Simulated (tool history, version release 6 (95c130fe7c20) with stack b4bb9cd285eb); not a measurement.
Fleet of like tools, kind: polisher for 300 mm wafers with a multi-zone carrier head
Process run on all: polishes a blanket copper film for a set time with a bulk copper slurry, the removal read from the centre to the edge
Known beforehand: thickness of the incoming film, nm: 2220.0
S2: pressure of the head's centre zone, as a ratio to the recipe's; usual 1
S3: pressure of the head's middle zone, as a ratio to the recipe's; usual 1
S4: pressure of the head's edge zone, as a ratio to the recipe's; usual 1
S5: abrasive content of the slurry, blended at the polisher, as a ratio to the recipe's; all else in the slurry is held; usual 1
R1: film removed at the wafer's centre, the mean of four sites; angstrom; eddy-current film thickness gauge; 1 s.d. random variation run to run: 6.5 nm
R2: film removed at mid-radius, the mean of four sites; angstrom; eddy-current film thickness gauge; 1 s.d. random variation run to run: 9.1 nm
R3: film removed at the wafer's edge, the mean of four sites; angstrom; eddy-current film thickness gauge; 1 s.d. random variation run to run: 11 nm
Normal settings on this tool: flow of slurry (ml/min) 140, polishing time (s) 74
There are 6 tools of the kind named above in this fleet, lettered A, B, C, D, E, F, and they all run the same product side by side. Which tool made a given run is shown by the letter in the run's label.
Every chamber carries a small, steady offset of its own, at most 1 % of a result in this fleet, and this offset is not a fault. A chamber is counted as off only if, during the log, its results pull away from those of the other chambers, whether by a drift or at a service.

At hour 3: chamber F: slurry nozzle cleaned.
At hour 5.6: chamber B: worn pad replaced by a new one.
Run 1A, hour 10.7: usual settings. Result: R1 7007.9 angstrom, R2 7093.3 angstrom, R3 6968.5 angstrom.
Run 2E, hour 18.1: usual settings. Result: R1 7009.7 angstrom, R2 7051.7 angstrom, R3 7066.9 angstrom.
Run 3C, hour 31: usual settings. Result: R1 7023.2 angstrom, R2 7135.6 angstrom, R3 6932.8 angstrom.
At hour 42: chamber A: worn pad replaced by a new one.
Run 4F, hour 46.2: usual settings. Result: R1 7008.6 angstrom, R2 6948.6 angstrom, R3 7077.2 angstrom.
At hour 49.3: chamber D: worn pad replaced by a new one.
Run 5B, hour 57: usual settings. Result: R1 6983.2 angstrom, R2 7254.4 angstrom, R3 6880.9 angstrom.
At hour 62.1: chamber B: edge zone pressure recalibrated.
Run 6D, hour 64.3: usual settings. Result: R1 7120.9 angstrom, R2 6956 angstrom, R3 7092.4 angstrom.
Run 7D, hour 76.4: usual settings. Result: R1 7034 angstrom, R2 7074.7 angstrom, R3 6953.6 angstrom.
Run 8C, hour 88.5: usual settings but S5 0.9. Result: R1 6819.9 angstrom, R2 6884.8 angstrom, R3 6954.2 angstrom.
At hour 94.4: chamber E: worn pad replaced by a new one.
Run 9E, hour 100.6: usual settings but S5 0.9. Result: R1 6871.5 angstrom, R2 6984.2 angstrom, R3 6889.4 angstrom.
Run 10B, hour 111.2: usual settings but S5 0.9. Result: R1 6937.8 angstrom, R2 6891.3 angstrom, R3 6861.1 angstrom.
Run 11F, hour 118.2: usual settings but S5 0.9. Result: R1 6978.6 angstrom, R2 6923.2 angstrom, R3 6989.2 angstrom.
Run 12A, hour 127.1: usual settings but S5 0.9. Result: R1 6753.9 angstrom, R2 6874.5 angstrom, R3 6827.1 angstrom.
At hour 129.6: chamber C: worn pad replaced by a new one.
At hour 138: chamber A: centre zone pressure recalibrated.
Run 13F, hour 142.1: usual settings but S5 0.9. Result: R1 6863.8 angstrom, R2 6838.6 angstrom, R3 7037.8 angstrom.
At hour 142.5: chamber B: centre zone pressure recalibrated.
Run 14B, hour 154.8: usual settings. Result: R1 7179.3 angstrom, R2 7151 angstrom, R3 7087.4 angstrom.
At hour 155: chamber D: worn pad replaced by a new one.
Run 15A, hour 163.9: usual settings. Result: R1 6958.4 angstrom, R2 6938.4 angstrom, R3 7040 angstrom.
At hour 168: chamber E: centre zone pressure recalibrated.
Run 16D, hour 174.7: usual settings. Result: R1 7058 angstrom, R2 7033.9 angstrom, R3 7011.9 angstrom.
At hour 177.9: chamber D: centre zone pressure recalibrated.
At hour 180.8: chamber A: worn pad replaced by a new one.
Run 17E, hour 184.2: usual settings. Result: R1 7151.1 angstrom, R2 6920.7 angstrom, R3 6916.1 angstrom.
Run 18C, hour 194: usual settings. Result: R1 7102.8 angstrom, R2 7046.2 angstrom, R3 7231 angstrom.
At hour 195.5: chamber B: worn pad replaced by a new one.
Run 19C, hour 200.9: usual settings. Result: R1 6968.9 angstrom, R2 7162.1 angstrom, R3 7026 angstrom.
Run 20A, hour 213.4: usual settings. Result: R1 6903.3 angstrom, R2 6974.5 angstrom, R3 6991.4 angstrom.
At hour 224.2: chamber B: slurry nozzle cleaned.
Run 21B, hour 227: usual settings. Result: R1 7030.7 angstrom, R2 7099.8 angstrom, R3 7061.3 angstrom.
At hour 232: chamber E: worn pad replaced by a new one.
Run 22F, hour 237.7: usual settings. Result: R1 6898.1 angstrom, R2 6896.9 angstrom, R3 7096.7 angstrom.
At hour 241.4: chamber C: slurry nozzle cleaned.
Run 23E, hour 247.4: usual settings but S2 0.96, S5 0.9. Result: R1 6554 angstrom, R2 7072.2 angstrom, R3 6855.3 angstrom.
Run 24D, hour 258.9: usual settings but S2 0.96, S5 0.9. Result: R1 6640.7 angstrom, R2 6981.5 angstrom, R3 7002 angstrom.
At hour 266.7: chamber D: worn pad replaced by a new one.
At hour 268.5: chamber D: edge zone pressure recalibrated.
Run 25A, hour 268.9: usual settings but S2 0.96, S5 0.9. Result: R1 6538.1 angstrom, R2 6914.1 angstrom, R3 6909.3 angstrom.
At hour 278.3: chamber D: slurry nozzle cleaned.
Run 26D, hour 281.3: usual settings but S2 0.96, S5 0.9. Result: R1 6570.8 angstrom, R2 7127.8 angstrom, R3 6943.5 angstrom.
At hour 283.4: chamber C: edge zone pressure recalibrated.
Run 27E, hour 293.2: usual settings but S2 0.96, S5 0.9. Result: R1 6659.6 angstrom, R2 6998.4 angstrom, R3 6713.3 angstrom.
Run 28B, hour 307.5: usual settings but S2 0.96, S5 0.9. Result: R1 6498.3 angstrom, R2 6878.7 angstrom, R3 6636.5 angstrom.
Run 29C, hour 320.8: usual settings. Result: R1 7010 angstrom, R2 6970.9 angstrom, R3 7155.7 angstrom.
At hour 321.8: chamber A: worn pad replaced by a new one.
At hour 333: chamber C: worn pad replaced by a new one.
Run 30F, hour 335.1: usual settings but S2 1.05, S5 0.85. Result: R1 6869.5 angstrom, R2 6411 angstrom, R3 6609 angstrom.
Run 31E, hour 343.3: usual settings but S2 1.05, S5 0.85. Result: R1 7346.6 angstrom, R2 6725.8 angstrom, R3 6864.3 angstrom.
At hour 352.9: chamber D: worn pad replaced by a new one.
Run 32B, hour 354.8: usual settings but S2 1.05, S5 0.85. Result: R1 7019.3 angstrom, R2 6847.5 angstrom, R3 6804.2 angstrom.
At hour 356: chamber F: slurry nozzle cleaned.
At hour 362.5: chamber E: worn pad replaced by a new one.
Run 33D, hour 366.6: usual settings but S2 1.05, S5 0.85. Result: R1 7278.1 angstrom, R2 6964.8 angstrom, R3 6868.2 angstrom.
At hour 380.3: chamber F: edge zone pressure recalibrated.
Run 34A, hour 381: usual settings but S2 1.05, S5 0.85. Result: R1 7055.2 angstrom, R2 6729.3 angstrom, R3 6876.5 angstrom.
Run 35C, hour 393.3: usual settings but S2 1.05, S5 0.85. Result: R1 7144.5 angstrom, R2 6974 angstrom, R3 6769.3 angstrom.
Run 36F, hour 408.5: usual settings. Result: R1 6761.9 angstrom, R2 6612.8 angstrom, R3 6430.7 angstrom.
Run 37E, hour 420.9: usual settings. Result: R1 7142.5 angstrom, R2 7139.6 angstrom, R3 6900.5 angstrom.
Run 38F, hour 431.4: usual settings. Result: R1 6636.7 angstrom, R2 6575.4 angstrom, R3 6469.4 angstrom.
At hour 431.6: chamber B: worn pad replaced by a new one.
Run 39B, hour 443.5: usual settings. Result: R1 6992.7 angstrom, R2 7115.7 angstrom, R3 7228.6 angstrom.
Run 40D, hour 456: usual settings but S2 0.89. Result: R1 6220.4 angstrom, R2 7006.5 angstrom, R3 7124.4 angstrom.

Does one chamber stand apart from the rest, does the shared gauge drift, or is all well apart from small per-chamber offsets? Give the chamber and the most likely cause, where there is one.

Chamber F drifts away from the others.
Cause: removal rate lost through wear of the pad, % = 7.31.

Here are 4 candidates for chamber F's next run, each the usual settings with a change, their results left as question marks. Which one brings its results back in line with what the others give on the usual settings?
In line means no further than this from the other chambers' mean on the usual settings: R1 230 angstrom; R2 320 angstrom; R3 370 angstrom
Run 41F-1, hour 467.3: usual settings but flow of slurry (ml/min) 135, S2 1.01, S3 0.98, polishing time (s) 63. Result: R1 ?, R2 ?, R3 ?.
Run 41F-2, hour 467.3: usual settings but S3 1.01, polishing time (s) 80. Result: R1 ?, R2 ?, R3 ?.
Run 41F-3, hour 467.3: usual settings but flow of slurry (ml/min) 145, S2 0.98, S3 1.02, S4 1.01, S5 1.05, polishing time (s) 87. Result: R1 ?, R2 ?, R3 ?.
Run 41F-4, hour 467.3: usual settings but S2 1.01, S3 0.99, polishing time (s) 69. Result: R1 ?, R2 ?, R3 ?.

Usual-settings mean across the other chambers: R1 7031.6 angstrom; R2 7040.8 angstrom; R3 7041.9 angstrom
  run      R1      R2      R3
41F-1  5626.7  5380.1  5609.1
41F-2  7128.8  7075.5  7157.7
41F-3  7721.9  7901.2  7945.3
41F-4  6215.6    5992  6175.3
Change 41F-2 lands the chamber within the allowed miss of the other chambers.

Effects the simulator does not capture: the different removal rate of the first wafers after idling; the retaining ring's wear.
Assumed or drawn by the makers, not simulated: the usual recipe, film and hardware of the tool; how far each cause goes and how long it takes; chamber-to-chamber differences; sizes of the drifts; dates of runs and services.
